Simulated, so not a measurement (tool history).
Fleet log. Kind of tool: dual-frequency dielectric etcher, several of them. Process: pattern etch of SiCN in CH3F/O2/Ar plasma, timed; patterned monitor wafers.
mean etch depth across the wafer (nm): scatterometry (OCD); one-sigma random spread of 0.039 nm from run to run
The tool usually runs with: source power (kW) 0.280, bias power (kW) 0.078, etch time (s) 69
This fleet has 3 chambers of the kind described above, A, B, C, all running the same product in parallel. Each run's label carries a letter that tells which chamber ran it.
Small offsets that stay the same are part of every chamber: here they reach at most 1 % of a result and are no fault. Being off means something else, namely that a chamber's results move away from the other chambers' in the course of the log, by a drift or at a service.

run	day	source power (kW)	bias power (kW)	etch time (s)	hours since the last wet clean	hours since the last source power generator calibration	hours since the last bias power generator calibration	read-back reference wafer on the same gauge, depth_nm	mean etch depth across the wafer (nm)
1B	0.196	0.280	0.078	69	408.9	1859.0	2092.2	24.311	23.326
2A	0.383	0.280	0.078	69	289.6	1048.0	996.5	24.310	23.329
3C	0.550	0.280	0.078	69	68.5	1174.7	3455.5	24.327	23.250
4C	0.746	0.280	0.078	69	73.2	1179.4	3460.2	24.334	23.180
5A	0.858	0.280	0.092	69	301.0	1059.4	1007.9	24.334	24.867
6B	0.979	0.280	0.092	69	427.7	1877.8	2111.0	24.332	24.802
# day 1.142: chamber B: wet clean of the chamber
7C	1.162	0.280	0.092	69	83.2	1189.4	3470.2	24.341	24.684
8B	1.379	0.280	0.078	69	5.8	1887.4	2120.6	24.351	23.244
9A	1.558	0.280	0.078	69	317.8	1076.2	1024.7	24.368	23.495
10B	1.721	0.280	0.078	69	14.0	1895.6	2128.8	24.370	23.353
11A	1.875	0.280	0.078	69	325.4	1083.8	1032.3	24.384	23.365
12C	1.988	0.280	0.078	69	103.0	1209.2	3490.0	24.379	23.269
13C	2.096	0.280	0.078	69	105.6	1211.8	3492.6	24.368	23.234
14B	2.208	0.280	0.078	69	25.7	1907.3	2140.5	24.385	23.282
15A	2.350	0.280	0.078	69	336.8	1095.2	1043.7	24.403	23.432
16A	2.496	0.280	0.078	69	340.3	1098.7	1047.2	24.399	23.456
17B	2.604	0.280	0.078	69	35.2	1916.8	2150.0	24.408	23.332
18C	2.733	0.280	0.078	69	120.9	1227.1	3507.9	24.398	23.219
19A	2.892	0.280	0.078	69	349.8	1108.2	1056.7	24.421	23.469
20C	3.112	0.280	0.078	69	130.0	1236.2	3517.0	24.417	23.238
21B	3.329	0.280	0.078	69	52.6	1934.2	2167.4	24.432	23.386
22B	3.462	0.280	0.078	69	55.8	1937.4	2170.6	24.441	23.375
23A	3.575	0.280	0.078	69	366.2	1124.6	1073.1	24.442	23.514
24C	3.746	0.280	0.078	69	145.2	1251.4	3532.2	24.439	23.289
25A	3.925	0.280	0.078	69	374.6	1133.0	1081.5	24.456	23.585
26B	4.038	0.280	0.078	69	69.6	1951.2	2184.4	24.463	23.371

Does one chamber stand apart from the rest, does the shared gauge drift, or is all well apart from small per-chamber offsets? Give the chamber and the most likely cause, where there is one.

No chamber is off; the gauge reading every chamber's wafers drifts, which makes the whole fleet appear to move together.
Cause: gauge reads high (%) = 0.7.
